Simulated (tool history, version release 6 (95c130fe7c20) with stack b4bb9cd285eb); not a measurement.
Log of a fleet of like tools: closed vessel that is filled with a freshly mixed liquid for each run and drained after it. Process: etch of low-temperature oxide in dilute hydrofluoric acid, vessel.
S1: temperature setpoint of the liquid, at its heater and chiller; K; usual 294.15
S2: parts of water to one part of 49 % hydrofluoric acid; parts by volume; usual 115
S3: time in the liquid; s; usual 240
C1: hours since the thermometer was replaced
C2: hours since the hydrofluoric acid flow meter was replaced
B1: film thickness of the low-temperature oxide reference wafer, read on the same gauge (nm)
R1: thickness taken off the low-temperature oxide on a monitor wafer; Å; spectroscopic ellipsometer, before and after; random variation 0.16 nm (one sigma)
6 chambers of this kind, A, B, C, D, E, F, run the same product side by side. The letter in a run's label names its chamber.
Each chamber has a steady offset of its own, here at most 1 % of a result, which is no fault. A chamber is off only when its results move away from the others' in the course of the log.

Run 1D, hour 5.5: usual settings; C1 119.7; C2 1835.2; B1 110.01. Result: R1 296.87 Å.
Run 2B, hour 11.2: usual settings; C1 1057.7; C2 583.6; B1 110.03. Result: R1 291.86 Å.
Run 3C, hour 14.9: usual settings; C1 1027.9; C2 461.3; B1 110.02. Result: R1 296.18 Å.
Run 4F, hour 18.8: usual settings; C1 859.6; C2 155.9; B1 109.98. Result: R1 291.31 Å.
Run 5A, hour 23.3: usual settings; C1 93.9; C2 1549.9; B1 110.03. Result: R1 296.58 Å.
Run 6E, hour 26.5: usual settings; C1 925.6; C2 290.9; B1 110.04. Result: R1 293.59 Å.
At hour 31.2: chamber D: hydrofluoric acid flow meter replaced.
Run 7D, hour 31.4: usual settings; C1 145.6; C2 0.2; B1 110.01. Result: R1 296.17 Å.
Run 8A, hour 36.8: usual settings; C1 107.4; C2 1563.4; B1 110. Result: R1 295.29 Å.
Run 9B, hour 41.9: usual settings; C1 1088.4; C2 614.3; B1 110.01. Result: R1 293.95 Å.
Run 10F, hour 48.6: usual settings; C1 889.4; C2 185.7; B1 110. Result: R1 295.6 Å.
Run 11C, hour 53.8: usual settings; C1 1066.8; C2 500.2; B1 110.01. Result: R1 293.96 Å.
Run 12E, hour 57.1: usual settings; C1 956.2; C2 321.5; B1 110.02. Result: R1 290.28 Å.
Run 13D, hour 60.4: usual settings; C1 174.6; C2 29.2; B1 110.02. Result: R1 294.23 Å.
Run 14F, hour 65.4: usual settings; C1 906.2; C2 202.5; B1 109.99. Result: R1 290.42 Å.
Run 15E, hour 71.3: usual settings; C1 970.4; C2 335.7; B1 110. Result: R1 288.8 Å.
Run 16B, hour 74.7: usual settings; C1 1121.2; C2 647.1; B1 110.02. Result: R1 292.53 Å.
Run 17A, hour 80: usual settings; C1 150.6; C2 1606.6; B1 109.99. Result: R1 294.78 Å.
Run 18C, hour 83.9: usual settings; C1 1096.9; C2 530.3; B1 109.99. Result: R1 293.3 Å.
Run 19F, hour 89.3: usual settings; C1 930.1; C2 226.4; B1 109.99. Result: R1 293.1 Å.
Run 20E, hour 93.6: usual settings but S2 65 parts by volume, S3 180 s; C1 992.7; C2 358; B1 110.01. Result: R1 416.08 Å.
Run 21B, hour 100.1: usual settings but S2 65 parts by volume, S3 180 s; C1 1146.6; C2 672.5; B1 110. Result: R1 419.39 Å.
Run 22A, hour 103.7: usual settings but S2 65 parts by volume, S3 180 s; C1 174.3; C2 1630.3; B1 109.97. Result: R1 416.94 Å.
Run 23C, hour 109.1: usual settings but S2 65 parts by volume, S3 180 s; C1 1122.1; C2 555.5; B1 109.98. Result: R1 409.55 Å.
Run 24D, hour 114.8: usual settings but S2 65 parts by volume, S3 180 s; C1 229; C2 83.6; B1 109.98. Result: R1 409.88 Å.
Run 25A, hour 118.7: usual settings but S2 65 parts by volume, S3 180 s; C1 189.3; C2 1645.3; B1 109.99. Result: R1 415.01 Å.
Run 26C, hour 122.5: usual settings; C1 1135.5; C2 568.9; B1 109.99. Result: R1 291.03 Å.
Run 27D, hour 128.9: usual settings; C1 243.1; C2 97.7; B1 110. Result: R1 292.99 Å.
Run 28E, hour 133.5: usual settings; C1 1032.6; C2 397.9; B1 109.98. Result: R1 290.17 Å.
Run 29F, hour 139.1: usual settings; C1 979.9; C2 276.2; B1 109.98. Result: R1 291.24 Å.
Run 30B, hour 142.7: usual settings; C1 1189.2; C2 715.1; B1 110.02. Result: R1 301.82 Å.
Run 31E, hour 148.4: usual settings; C1 1047.5; C2 412.8; B1 110. Result: R1 291.86 Å.
Run 32A, hour 153.7: usual settings; C1 224.3; C2 1680.3; B1 110.03. Result: R1 294.94 Å.
Run 33C, hour 160.4: usual settings; C1 1173.4; C2 606.8; B1 110.02. Result: R1 292.17 Å.
Run 34D, hour 166.5: usual settings; C1 280.7; C2 135.3; B1 110. Result: R1 294.14 Å.
Run 35F, hour 171.5: usual settings; C1 1012.3; C2 308.6; B1 109.99. Result: R1 294.13 Å.
Run 36B, hour 175.2: usual settings but S3 300 s; C1 1221.7; C2 747.6; B1 109.99. Result: R1 381.96 Å.
Run 37E, hour 180.4: usual settings but S3 300 s; C1 1079.5; C2 444.8; B1 109.98. Result: R1 364.68 Å.
Run 38F, hour 183.6: usual settings but S3 300 s; C1 1024.4; C2 320.7; B1 109.99. Result: R1 369.16 Å.

Next, every chamber runs the same settings. What will each give?
Run 39A, hour 188.6: usual settings. Result: R1 ?.
Run 39B, hour 188.6: usual settings. Result: R1 ?.
Run 39C, hour 188.6: usual settings. Result: R1 ?.
Run 39D, hour 188.6: usual settings. Result: R1 ?.
Run 39E, hour 188.6: usual settings. Result: R1 ?.
Run 39F, hour 188.6: usual settings. Result: R1 ?.

run      R1
39A  296.96
39B  306.11
39C  293.24
39D  292.52
39E  293.16
39F  295.07
